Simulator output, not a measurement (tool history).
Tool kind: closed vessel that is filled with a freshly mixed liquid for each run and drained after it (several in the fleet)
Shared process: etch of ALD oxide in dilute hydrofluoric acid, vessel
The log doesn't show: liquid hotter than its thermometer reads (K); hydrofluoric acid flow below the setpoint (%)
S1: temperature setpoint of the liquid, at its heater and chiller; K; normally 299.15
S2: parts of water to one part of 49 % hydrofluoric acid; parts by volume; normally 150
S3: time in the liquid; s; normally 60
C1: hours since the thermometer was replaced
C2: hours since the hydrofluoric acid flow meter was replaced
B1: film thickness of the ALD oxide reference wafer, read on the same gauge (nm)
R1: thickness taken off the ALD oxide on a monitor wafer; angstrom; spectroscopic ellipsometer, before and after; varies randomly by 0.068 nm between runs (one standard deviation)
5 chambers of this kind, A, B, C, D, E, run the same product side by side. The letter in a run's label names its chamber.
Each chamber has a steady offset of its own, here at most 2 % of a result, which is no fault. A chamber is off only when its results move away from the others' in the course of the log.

At hour 2.1: chamber A: hydrofluoric acid flow meter replaced.
Run 1D, hour 6.3: usual settings; C1 896.4; C2 1187.5; B1 69.974. Result: R1 80.7 angstrom.
Run 2E, hour 12.5: usual settings; C1 709.9; C2 1683.1; B1 70.003. Result: R1 79.081 angstrom.
Run 3A, hour 19: usual settings; C1 1973.1; C2 16.9; B1 70. Result: R1 78.906 angstrom.
Run 4C, hour 23.6: usual settings; C1 2084.3; C2 200.8; B1 69.986. Result: R1 80.058 angstrom.
At hour 26.1: chamber E: hydrofluoric acid flow meter replaced.
Run 5B, hour 31.7: usual settings; C1 718; C2 177.1; B1 69.983. Result: R1 78.312 angstrom.
Run 6E, hour 36.6: usual settings; C1 734; C2 10.5; B1 70.001. Result: R1 80.348 angstrom.
Run 7A, hour 42.3: usual settings; C1 1996.4; C2 40.2; B1 70.008. Result: R1 78.607 angstrom.
Run 8C, hour 48.9: usual settings but S3 80 s; C1 2109.6; C2 226.1; B1 69.988. Result: R1 107.28 angstrom.
Run 9D, hour 54.3: usual settings but S3 80 s; C1 944.4; C2 1235.5; B1 69.985. Result: R1 105.47 angstrom.
Run 10B, hour 61.1: usual settings but S3 80 s; C1 747.4; C2 206.5; B1 70.014. Result: R1 103.69 angstrom.
Run 11C, hour 68.6: usual settings but S3 80 s; C1 2129.3; C2 245.8; B1 70.011. Result: R1 106.38 angstrom.
Run 12D, hour 74.3: usual settings but S3 80 s; C1 964.4; C2 1255.5; B1 70.008. Result: R1 106.87 angstrom.
Run 13A, hour 81.5: usual settings; C1 2035.6; C2 79.4; B1 70.024. Result: R1 78.581 angstrom.
Run 14E, hour 87.1: usual settings; C1 784.5; C2 61; B1 69.992. Result: R1 79.559 angstrom.
Run 15B, hour 94.9: usual settings; C1 781.2; C2 240.3; B1 69.982. Result: R1 77.713 angstrom.
Run 16B, hour 102.1: usual settings; C1 788.4; C2 247.5; B1 70.002. Result: R1 77.351 angstrom.
Run 17D, hour 108.2: usual settings; C1 998.3; C2 1289.4; B1 69.965. Result: R1 79.488 angstrom.
Run 18C, hour 113.4: usual settings but S1 296.65 K; C1 2174.1; C2 290.6; B1 69.993. Result: R1 72.336 angstrom.
Run 19A, hour 120.3: usual settings but S1 296.65 K; C1 2074.4; C2 118.2; B1 70.032. Result: R1 71.087 angstrom.
Run 20E, hour 128.5: usual settings but S1 296.65 K; C1 825.9; C2 102.4; B1 70.022. Result: R1 72.911 angstrom.
Run 21A, hour 132.8: usual settings but S1 296.65 K; C1 2086.9; C2 130.7; B1 70.007. Result: R1 71.732 angstrom.
Run 22C, hour 138.7: usual settings but S1 296.65 K; C1 2199.4; C2 315.9; B1 69.995. Result: R1 72.387 angstrom.
Run 23E, hour 145: usual settings but S1 296.15 K; C1 842.4; C2 118.9; B1 70.037. Result: R1 70.348 angstrom.
Run 24B, hour 150: usual settings but S1 296.15 K; C1 836.3; C2 295.4; B1 70.025. Result: R1 68.238 angstrom.
Run 25D, hour 155.1: usual settings but S1 296.15 K; C1 1045.2; C2 1336.3; B1 70.002. Result: R1 70.533 angstrom.
Run 26B, hour 160.9: usual settings but S1 296.15 K; C1 847.2; C2 306.3; B1 70.016. Result: R1 66.978 angstrom.
Run 27D, hour 164.4: usual settings but S1 296.15 K; C1 1054.5; C2 1345.6; B1 69.98. Result: R1 70.711 angstrom.
Run 28A, hour 170.8: usual settings; C1 2124.9; C2 168.7; B1 70.003. Result: R1 78.398 angstrom.
Run 29C, hour 177.5: usual settings; C1 2238.2; C2 354.7; B1 70.02. Result: R1 79.296 angstrom.
Run 30E, hour 182.6: usual settings; C1 880; C2 156.5; B1 69.999. Result: R1 80.61 angstrom.
Run 31C, hour 187.2: usual settings; C1 2247.9; C2 364.4; B1 69.982. Result: R1 79.546 angstrom.
Run 32D, hour 191.8: usual settings; C1 1081.9; C2 1373; B1 70.022. Result: R1 79.428 angstrom.
Run 33A, hour 198.8: usual settings but S3 45 s; C1 2152.9; C2 196.7; B1 69.993. Result: R1 58.69 angstrom.
Run 34B, hour 203.2: usual settings but S3 45 s; C1 889.5; C2 348.6; B1 70.003. Result: R1 54.85 angstrom.
Run 35E, hour 208.9: usual settings but S3 45 s; C1 906.3; C2 182.8; B1 69.995. Result: R1 60.012 angstrom.
Run 36A, hour 213.1: usual settings but S3 45 s; C1 2167.2; C2 211; B1 69.986. Result: R1 58.881 angstrom.
Run 37C, hour 218.8: usual settings but S3 45 s; C1 2279.5; C2 396; B1 69.977. Result: R1 59.89 angstrom.
Run 38E, hour 223.7: usual settings; C1 921.1; C2 197.6; B1 69.993. Result: R1 79.95 angstrom.
Run 39D, hour 231.9: usual settings; C1 1122; C2 1413.1; B1 69.994. Result: R1 79.78 angstrom.

Read the log: is a single chamber off, either drifting away or since a service, is the gauge that measures every chamber drifting, or is nothing wrong beyond small per-chamber offsets? Name any odd chamber and what most likely caused it.

Little by little, chamber B moves away from the other chambers.
What lies behind it: hydrofluoric acid flow below the setpoint (%) = 6.34.
With only this log, it may be confused with: liquid colder than its thermometer reads (K).

Here are 4 candidates for chamber B's next run, each the usual settings with a change, their results left as question marks. Which one brings its results back in line with what the others give on the usual settings?
A result is in line if it is within this distance of the other chambers' mean on the usual settings: R1 2.4 angstrom
Run 40B-1, hour 237.7: usual settings but S2 160 parts by volume, S3 55 s. Result: R1 ?.
Run 40B-2, hour 237.7: usual settings but S1 296.65 K. Result: R1 ?.
Run 40B-3, hour 237.7: usual settings but S2 140 parts by volume, S3 65 s. Result: R1 ?.
Run 40B-4, hour 237.7: usual settings but S1 301.65 K. Result: R1 ?.

Other chambers, usual settings, mean: R1 79.74 angstrom
  run      R1
40B-1  61.273
40B-2  65.562
40B-3  84.668
40B-4  79.135
Change 40B-4 lands the chamber within the allowed miss of the other chambers.

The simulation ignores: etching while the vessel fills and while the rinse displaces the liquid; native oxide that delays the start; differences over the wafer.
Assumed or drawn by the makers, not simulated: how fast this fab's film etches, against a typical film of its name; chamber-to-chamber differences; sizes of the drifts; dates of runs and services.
